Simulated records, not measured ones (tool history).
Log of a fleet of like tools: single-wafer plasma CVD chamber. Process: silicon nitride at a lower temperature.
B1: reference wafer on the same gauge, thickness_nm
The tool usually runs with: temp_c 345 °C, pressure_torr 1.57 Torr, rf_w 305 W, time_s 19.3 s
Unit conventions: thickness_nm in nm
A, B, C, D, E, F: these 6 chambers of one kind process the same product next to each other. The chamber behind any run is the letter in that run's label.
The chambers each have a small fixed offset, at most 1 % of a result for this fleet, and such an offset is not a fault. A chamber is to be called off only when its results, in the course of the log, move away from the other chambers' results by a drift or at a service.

run 1C hour=7.1 | temp_c=345 pressure_torr=1.57 rf_w=305 time_s=19.3 | B1=23.012 | thickness_nm=23.099
run 2B hour=16.2 | temp_c=345 pressure_torr=1.57 rf_w=305 time_s=19.3 | B1=23.003 | thickness_nm=23.168
run 3A hour=22.8 | temp_c=345 pressure_torr=1.57 rf_w=305 time_s=19.3 | B1=22.992 | thickness_nm=22.906
run 4F hour=31.9 | temp_c=345 pressure_torr=1.57 rf_w=305 time_s=19.3 | B1=23.015 | thickness_nm=22.823
run 5D hour=41.2 | temp_c=345 pressure_torr=1.57 rf_w=305 time_s=19.3 | B1=22.999 | thickness_nm=22.566
run 6E hour=49.3 | temp_c=345 pressure_torr=1.57 rf_w=305 time_s=19.3 | B1=22.977 | thickness_nm=23.044
run 7C hour=56.5 | temp_c=345 pressure_torr=1.57 rf_w=305 time_s=19.3 | B1=23.020 | thickness_nm=23.044
-- hour=59.7 chamber A: RF generator calibrated
run 8B hour=68.7 | temp_c=345 pressure_torr=1.57 rf_w=305 time_s=19.3 | B1=22.975 | thickness_nm=22.949
run 9D hour=78.6 | temp_c=345 pressure_torr=1.57 rf_w=305 time_s=19.3 | B1=23.020 | thickness_nm=22.701
-- hour=79.2 chamber E: capacitance manometer re-zeroed and calibrated
-- hour=89.8 chamber B: RF generator calibrated
run 10F hour=89.8 | temp_c=345 pressure_torr=1.57 rf_w=305 time_s=19.3 | B1=22.997 | thickness_nm=22.794
run 11E hour=95.8 | temp_c=345 pressure_torr=1.57 rf_w=305 time_s=19.3 | B1=22.984 | thickness_nm=22.749
run 12A hour=101.6 | temp_c=345 pressure_torr=1.57 rf_w=305 time_s=19.3 | B1=22.984 | thickness_nm=22.963
run 13D hour=112.9 | temp_c=345 pressure_torr=1.57 rf_w=305 time_s=19.3 | B1=23.000 | thickness_nm=22.804
run 14E hour=124.0 | temp_c=345 pressure_torr=1.57 rf_w=305 time_s=19.3 | B1=23.004 | thickness_nm=22.826
run 15F hour=134.8 | temp_c=345 pressure_torr=1.57 rf_w=305 time_s=19.3 | B1=23.016 | thickness_nm=22.845
run 16B hour=146.8 | temp_c=345 pressure_torr=1.57 rf_w=285 time_s=21.0 | B1=23.003 | thickness_nm=23.956
run 17A hour=153.6 | temp_c=345 pressure_torr=1.57 rf_w=285 time_s=21.0 | B1=22.993 | thickness_nm=23.880
run 18C hour=164.8 | temp_c=345 pressure_torr=1.57 rf_w=285 time_s=21.0 | B1=23.017 | thickness_nm=23.992
run 19C hour=174.3 | temp_c=345 pressure_torr=1.57 rf_w=285 time_s=21.0 | B1=23.011 | thickness_nm=23.949
run 20A hour=186.5 | temp_c=345 pressure_torr=1.57 rf_w=285 time_s=21.0 | B1=22.995 | thickness_nm=23.739
run 21F hour=192.9 | temp_c=345 pressure_torr=1.57 rf_w=285 time_s=21.0 | B1=23.020 | thickness_nm=23.637
run 22B hour=199.8 | temp_c=345 pressure_torr=1.57 rf_w=305 time_s=19.3 | B1=22.995 | thickness_nm=22.923
run 23E hour=212.0 | temp_c=345 pressure_torr=1.57 rf_w=305 time_s=19.3 | B1=22.993 | thickness_nm=22.667
-- hour=214.6 chamber D: thermocouple changed; heater temperature recalibrated
run 24D hour=224.4 | temp_c=339 pressure_torr=1.41 rf_w=305 time_s=19.3 | B1=23.012 | thickness_nm=22.105
run 25E hour=231.6 | temp_c=339 pressure_torr=1.41 rf_w=305 time_s=19.3 | B1=23.011 | thickness_nm=22.229
run 26D hour=244.2 | temp_c=339 pressure_torr=1.41 rf_w=305 time_s=19.3 | B1=22.981 | thickness_nm=22.050
run 27B hour=256.7 | temp_c=339 pressure_torr=1.41 rf_w=305 time_s=19.3 | B1=22.981 | thickness_nm=22.279
run 28F hour=263.0 | temp_c=339 pressure_torr=1.41 rf_w=305 time_s=19.3 | B1=23.001 | thickness_nm=22.301
-- hour=269.3 chamber F: thermocouple changed; heater temperature recalibrated
run 29C hour=271.7 | temp_c=339 pressure_torr=1.41 rf_w=305 time_s=19.3 | B1=23.028 | thickness_nm=22.440
run 30A hour=278.6 | temp_c=345 pressure_torr=1.57 rf_w=305 time_s=19.3 | B1=22.990 | thickness_nm=22.923
run 31D hour=285.6 | temp_c=338 pressure_torr=1.57 rf_w=350 time_s=19.3 | B1=22.996 | thickness_nm=24.955
-- hour=295.7 chamber F: RF generator calibrated
run 32E hour=297.9 | temp_c=338 pressure_torr=1.57 rf_w=350 time_s=19.3 | B1=22.991 | thickness_nm=25.045
run 33A hour=309.9 | temp_c=338 pressure_torr=1.57 rf_w=350 time_s=19.3 | B1=23.009 | thickness_nm=25.151
run 34F hour=321.5 | temp_c=338 pressure_torr=1.57 rf_w=350 time_s=19.3 | B1=22.994 | thickness_nm=25.200
run 35B hour=332.0 | temp_c=338 pressure_torr=1.57 rf_w=350 time_s=19.3 | B1=23.003 | thickness_nm=25.311
run 36C hour=340.0 | temp_c=338 pressure_torr=1.57 rf_w=350 time_s=19.3 | B1=23.005 | thickness_nm=25.240
run 37D hour=348.5 | temp_c=345 pressure_torr=1.57 rf_w=305 time_s=19.3 | B1=23.007 | thickness_nm=22.670

Each of the 6 chambers runs these same settings next. Fill in every chamber's results:
run 38A hour=357.6 | temp_c=338 pressure_torr=1.57 rf_w=305 time_s=19.3 | thickness_nm=?
run 38B hour=357.6 | temp_c=338 pressure_torr=1.57 rf_w=305 time_s=19.3 | thickness_nm=?
run 38C hour=357.6 | temp_c=338 pressure_torr=1.57 rf_w=305 time_s=19.3 | thickness_nm=?
run 38D hour=357.6 | temp_c=338 pressure_torr=1.57 rf_w=305 time_s=19.3 | thickness_nm=?
run 38E hour=357.6 | temp_c=338 pressure_torr=1.57 rf_w=305 time_s=19.3 | thickness_nm=?
run 38F hour=357.6 | temp_c=338 pressure_torr=1.57 rf_w=305 time_s=19.3 | thickness_nm=?

run=38A thickness_nm=22.859
run=38B thickness_nm=23.164
run=38C thickness_nm=23.185
run=38D thickness_nm=22.784
run=38E thickness_nm=22.823
run=38F thickness_nm=22.895
